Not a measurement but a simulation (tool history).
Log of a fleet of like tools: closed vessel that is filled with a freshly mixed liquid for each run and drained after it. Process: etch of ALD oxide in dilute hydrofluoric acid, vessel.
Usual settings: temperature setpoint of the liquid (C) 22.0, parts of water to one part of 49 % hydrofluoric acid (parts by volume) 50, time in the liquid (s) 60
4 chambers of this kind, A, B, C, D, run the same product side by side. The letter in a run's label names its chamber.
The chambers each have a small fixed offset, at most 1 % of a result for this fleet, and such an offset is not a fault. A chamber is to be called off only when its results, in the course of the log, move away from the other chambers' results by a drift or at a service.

run,hour,temperature setpoint of the liquid (C),parts of water to one part of 49 % hydrofluoric acid (parts by volume),time in the liquid (s),"read-back film thickness of the ALD oxide reference wafer, read on the same gauge (nm)",thickness taken off the ALD oxide on a monitor wafer (angstrom)
1D,15.1,22.0,50,60,59.992,387.10
# hour 28.9: chamber A: thermometer replaced
2A,29.2,22.0,50,60,59.966,384.48
3C,38.2,22.0,50,60,60.004,387.76
4B,51.7,22.0,50,60,60.020,383.19
5C,61.4,22.0,50,60,59.996,385.25
# hour 71.1: chamber A: hydrofluoric acid flow meter replaced
6B,77.1,22.0,50,60,59.937,386.09
7A,87.2,22.0,50,60,60.004,389.05
8D,98.1,22.0,30,35,60.004,381.38
9C,113.9,22.0,30,35,60.026,389.19
10A,123.9,22.0,30,35,60.014,377.05
11B,138.1,22.0,30,35,60.001,389.31
12D,150.0,22.0,50,60,59.998,384.09
13B,160.2,20.0,50,60,59.992,344.49
14A,175.1,20.0,50,60,59.968,352.94
15D,186.6,20.0,50,60,59.994,355.51
16C,195.5,20.0,50,60,60.037,356.43
17D,205.7,22.0,50,60,60.008,376.38
18C,219.6,22.0,50,60,59.989,385.05
19B,229.8,26.5,35,60,60.049,664.14
# hour 237.7: chamber C: hydrofluoric acid flow meter replaced
20A,238.6,26.5,35,60,59.984,664.56
21A,248.6,26.5,35,60,60.019,667.23
22C,263.0,26.5,35,60,60.005,687.68
23D,270.0,22.0,50,60,60.029,379.77
24B,279.1,22.0,60,60,59.999,296.59
25D,287.5,22.0,60,60,60.021,314.72
26A,300.2,22.0,60,60,59.977,316.73
27C,308.8,22.0,60,60,60.028,321.05
28B,324.6,22.0,50,60,60.015,368.17
# hour 333.7: chamber D: hydrofluoric acid flow meter replaced
29D,340.2,22.0,50,60,60.025,386.61
30B,348.8,25.0,50,80,59.968,542.23
31C,356.8,25.0,50,80,60.002,590.47
32A,366.9,25.0,50,80,59.997,577.49
33C,374.8,25.0,50,80,59.953,588.55
34D,382.9,22.0,50,60,60.013,386.07

Is one chamber out of step, is the gauge drifting, or do the chambers differ by no more than their own small offsets? For an off chamber, give its letter and the likeliest cause.

One chamber, B, drifts off from the rest bit by bit.
Likeliest cause: hydrofluoric acid flow below the setpoint (%) = 7.23.
It could be hard to tell apart here from: liquid colder than its thermometer reads (K).

Which of the 4 candidates below, each the usual settings with something changed and its results left as question marks, puts chamber B back in line with what the other chambers give on the usual settings?
In line means no further than this from the other chambers' mean on the usual settings: thickness taken off the ALD oxide on a monitor wafer (angstrom) 11.00
35B-1,394.6,22.0,50,55,,?
35B-2,394.6,25.0,50,60,,?
35B-3,394.6,22.0,50,65,,?
35B-4,394.6,21.5,55,60,,?

What the other chambers average on the usual settings: thickness taken off the ALD oxide on a monitor wafer (angstrom) 385.32
run,thickness taken off the ALD oxide on a monitor wafer (angstrom)
35B-1,326.86
35B-2,403.95
35B-3,386.29
35B-4,314.76
35B-3 puts the chamber back in line with the other chambers.
